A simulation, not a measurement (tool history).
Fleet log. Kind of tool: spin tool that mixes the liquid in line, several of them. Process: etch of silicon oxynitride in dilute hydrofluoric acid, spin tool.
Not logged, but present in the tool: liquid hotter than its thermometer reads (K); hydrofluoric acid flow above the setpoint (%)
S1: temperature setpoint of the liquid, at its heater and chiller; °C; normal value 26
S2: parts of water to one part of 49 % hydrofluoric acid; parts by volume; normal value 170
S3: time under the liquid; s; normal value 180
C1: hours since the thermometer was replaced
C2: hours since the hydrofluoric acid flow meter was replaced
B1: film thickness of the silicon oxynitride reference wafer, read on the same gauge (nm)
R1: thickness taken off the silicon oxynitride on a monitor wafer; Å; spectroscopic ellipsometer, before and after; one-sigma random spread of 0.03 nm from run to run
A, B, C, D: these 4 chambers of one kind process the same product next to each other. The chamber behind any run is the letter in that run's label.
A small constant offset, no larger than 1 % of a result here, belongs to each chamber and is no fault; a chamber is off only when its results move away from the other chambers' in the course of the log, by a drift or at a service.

run,day,S1,S2,S3,C1,C2,B1,R1
1B,0.342,26,170,180,15.5,74.3,50.029,34.121
2D,0.621,26,170,180,488.7,788.3,49.996,34.594
3A,0.917,26,170,180,820.4,508.4,50.011,34.33
4C,1.208,26,170,180,2690.5,974.7,50.031,34.95
5A,1.558,26,170,180,835.8,523.8,49.983,33.468
6B,1.888,26,170,180,52.6,111.4,50.044,34.315
7C,2.233,26,170,180,2715.1,999.3,50.011,34.629
8D,2.546,26,170,180,534.9,834.5,50.011,34.482
9C,3.017,26,170,180,2733.9,1018.1,49.95,34.8
10D,3.388,26,170,180,555.1,854.7,50,34.142
11B,3.612,26,170,180,94,152.8,49.991,34.237
12A,3.825,29.5,170,145,890.2,578.2,50.005,32.753
13B,4.254,29.5,170,145,109.4,168.2,49.985,31.943
14A,4.688,29.5,170,145,910.9,598.9,49.973,33.261
15D,5.05,29.5,170,145,595,894.6,49.973,31.897
16C,5.35,26,170,180,2789.9,1074.1,50.001,35.132
17D,5.683,26,170,180,610.2,909.8,49.993,34.853
18B,6.008,21.5,205,180,151.5,210.3,49.991,22.711
19C,6.383,21.5,205,180,2814.7,1098.9,49.973,23.141
# day 6.662: chamber C: thermometer replaced
20A,6.662,21.5,205,180,958.3,646.3,49.987,24.086
21C,6.992,21.5,205,180,8,1113.5,49.989,22.655
22D,7.262,26,170,180,648.1,947.7,49.989,34.471
23B,7.492,26,170,180,187.1,245.9,49.972,34.426
24A,7.8,26,170,180,985.6,673.6,49.968,36.769
25D,8.283,29.5,170,180,672.6,972.2,50.049,40.716
26B,8.504,29.5,170,180,211.4,270.2,49.972,39.253

Read the log: is a single chamber off, either drifting away or since a service, is the gauge that measures every chamber drifting, or is nothing wrong beyond small per-chamber offsets? Name any odd chamber and what most likely caused it.

One chamber, A, drifts off from the rest bit by bit.
Cause: liquid hotter than its thermometer reads (K) = 2.19.
From this log alone, it may not be told apart from: hydrofluoric acid flow above the setpoint (%).

Here are 4 candidates for chamber A's next run, each the usual settings with a change, their results left as question marks. Which one brings its results back in line with what the others give on the usual settings?
In-line tolerance around the mean of the other chambers on the usual settings: R1 1 Å
27A-1,8.85,26,170,185,,,,?
27A-2,8.85,26,165,190,,,,?
27A-3,8.85,26,175,180,,,,?
27A-4,8.85,26,175,170,,,,?

Usual-settings mean across the other chambers: R1 34.401 Å
run,R1
27A-1,38.613
27A-2,41.06
27A-3,36.319
27A-4,34.301
27A-4 puts the chamber back in line with the other chambers.

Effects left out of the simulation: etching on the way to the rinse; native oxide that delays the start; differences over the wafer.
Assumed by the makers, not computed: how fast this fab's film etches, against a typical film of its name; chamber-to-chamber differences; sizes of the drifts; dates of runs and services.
